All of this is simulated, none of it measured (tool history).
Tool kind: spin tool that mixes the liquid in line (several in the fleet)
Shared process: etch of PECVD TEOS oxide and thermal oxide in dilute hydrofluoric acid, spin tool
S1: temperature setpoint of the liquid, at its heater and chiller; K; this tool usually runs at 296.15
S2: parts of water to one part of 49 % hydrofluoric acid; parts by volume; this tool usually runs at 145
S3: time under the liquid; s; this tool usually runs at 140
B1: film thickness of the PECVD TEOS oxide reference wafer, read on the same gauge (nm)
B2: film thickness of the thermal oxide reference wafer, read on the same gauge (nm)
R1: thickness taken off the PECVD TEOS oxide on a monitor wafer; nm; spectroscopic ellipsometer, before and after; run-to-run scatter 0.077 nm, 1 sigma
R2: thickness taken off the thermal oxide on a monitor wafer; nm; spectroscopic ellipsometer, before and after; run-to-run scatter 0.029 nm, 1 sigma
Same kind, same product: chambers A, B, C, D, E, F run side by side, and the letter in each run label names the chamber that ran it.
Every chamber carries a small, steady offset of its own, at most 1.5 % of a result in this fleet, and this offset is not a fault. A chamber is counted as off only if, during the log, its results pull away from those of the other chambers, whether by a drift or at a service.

run	hour	S1	S2	S3	B1	B2	R1	R2
1B	11.6	296.15	145	140	89.979	120.01	9.6749	4.2332
2A	26.6	296.15	145	140	90.004	120.00	9.6108	4.2008
3E	40.0	296.15	145	140	90.011	120.01	9.6146	4.2558
4C	47.5	296.15	145	140	89.965	120.01	9.5191	4.2206
5F	60.6	296.15	145	140	90.026	120.00	9.6817	4.1379
6D	70.3	296.15	145	140	90.004	120.00	9.6632	4.2022
# hour 74.1: chamber D: thermometer replaced
7C	83.2	296.15	145	140	89.952	120.00	9.6915	4.2272
8E	90.9	296.15	145	140	90.014	120.01	9.6822	4.2195
9D	98.7	296.15	145	140	90.017	120.02	9.7528	4.2449
10B	105.5	296.15	145	140	90.027	120.00	9.7050	4.1989
11F	116.3	296.15	145	140	89.974	119.99	9.5931	4.1367
12A	130.2	296.15	145	140	89.968	120.02	9.6095	4.1557
13F	145.0	296.15	145	140	89.989	119.98	9.5300	4.1314
14B	152.7	293.15	145	60	90.008	120.00	3.6665	1.5930
15E	163.6	293.15	145	60	90.037	120.01	3.6575	1.6038
# hour 166.2: chamber B: thermometer replaced
# hour 169.5: chamber A: hydrofluoric acid flow meter replaced
16C	170.6	293.15	145	60	90.054	119.97	3.6459	1.6151
17D	184.3	293.15	145	60	89.968	119.98	3.6664	1.6329
18A	195.2	293.15	145	60	90.025	120.00	3.6851	1.5823
19E	205.8	293.15	145	60	89.967	120.01	3.6049	1.5864
20C	215.3	296.15	145	140	90.027	120.00	9.4286	4.2365
21B	228.4	296.15	145	140	89.986	120.01	9.5977	4.1985
22D	236.4	296.15	145	140	89.992	119.99	9.6370	4.1881
23A	251.4	296.15	145	185	90.014	120.00	12.8390	5.4865
24F	265.4	296.15	145	185	89.974	120.02	12.6640	5.4674
25D	274.3	296.15	145	185	90.064	120.01	12.9050	5.5533
26B	282.9	296.15	145	185	89.990	120.01	12.9230	5.5731
27E	296.0	296.15	145	185	90.009	120.00	12.5290	5.4855
28C	305.9	296.15	145	185	90.013	120.00	12.7800	5.5488
29A	314.6	296.15	145	140	89.984	119.99	9.7044	4.1645
30F	329.0	296.15	145	140	90.002	119.99	9.5718	4.1267
31F	341.7	296.15	145	140	89.967	119.98	9.6890	4.1143
32E	350.9	296.15	145	140	90.002	119.99	9.5659	4.2452
33D	360.6	296.15	145	140	90.003	120.01	9.6128	4.1722
34A	368.0	296.15	145	140	89.966	120.01	9.6974	4.1798
35B	376.1	296.15	145	140	89.954	120.00	9.7114	4.2258
36C	385.7	296.15	145	140	90.051	120.00	9.6768	4.2109
37E	393.2	296.15	145	140	90.012	120.00	9.5539	4.1966
# hour 406.3: chamber F: hydrofluoric acid flow meter replaced
38C	407.2	296.15	145	140	90.010	120.01	9.5341	4.2323
39D	420.6	296.15	145	140	89.973	120.02	9.5775	4.1723
40B	431.3	296.15	145	140	89.961	120.00	9.7091	4.2300
41F	444.1	296.15	145	140	89.957	120.00	9.6264	4.1662
42A	452.8	296.15	145	140	89.990	119.99	9.6850	4.1378
43F	459.5	296.15	145	140	89.956	119.99	9.5838	4.1284
44B	473.5	296.15	145	140	89.994	120.01	9.5034	4.1725

The same settings go to every chamber for the next run, one line per chamber below. Forecast the results for each:
45A	484.2	296.15	145	140			?	?
45B	484.2	296.15	145	140			?	?
45C	484.2	296.15	145	140			?	?
45D	484.2	296.15	145	140			?	?
45E	484.2	296.15	145	140			?	?
45F	484.2	296.15	145	140			?	?

run	R1	R2
45A	9.6456	4.1776
45B	9.6682	4.2366
45C	9.7113	4.2023
45D	9.6310	4.2462
45E	9.4278	4.1614
45F	9.6635	4.0995

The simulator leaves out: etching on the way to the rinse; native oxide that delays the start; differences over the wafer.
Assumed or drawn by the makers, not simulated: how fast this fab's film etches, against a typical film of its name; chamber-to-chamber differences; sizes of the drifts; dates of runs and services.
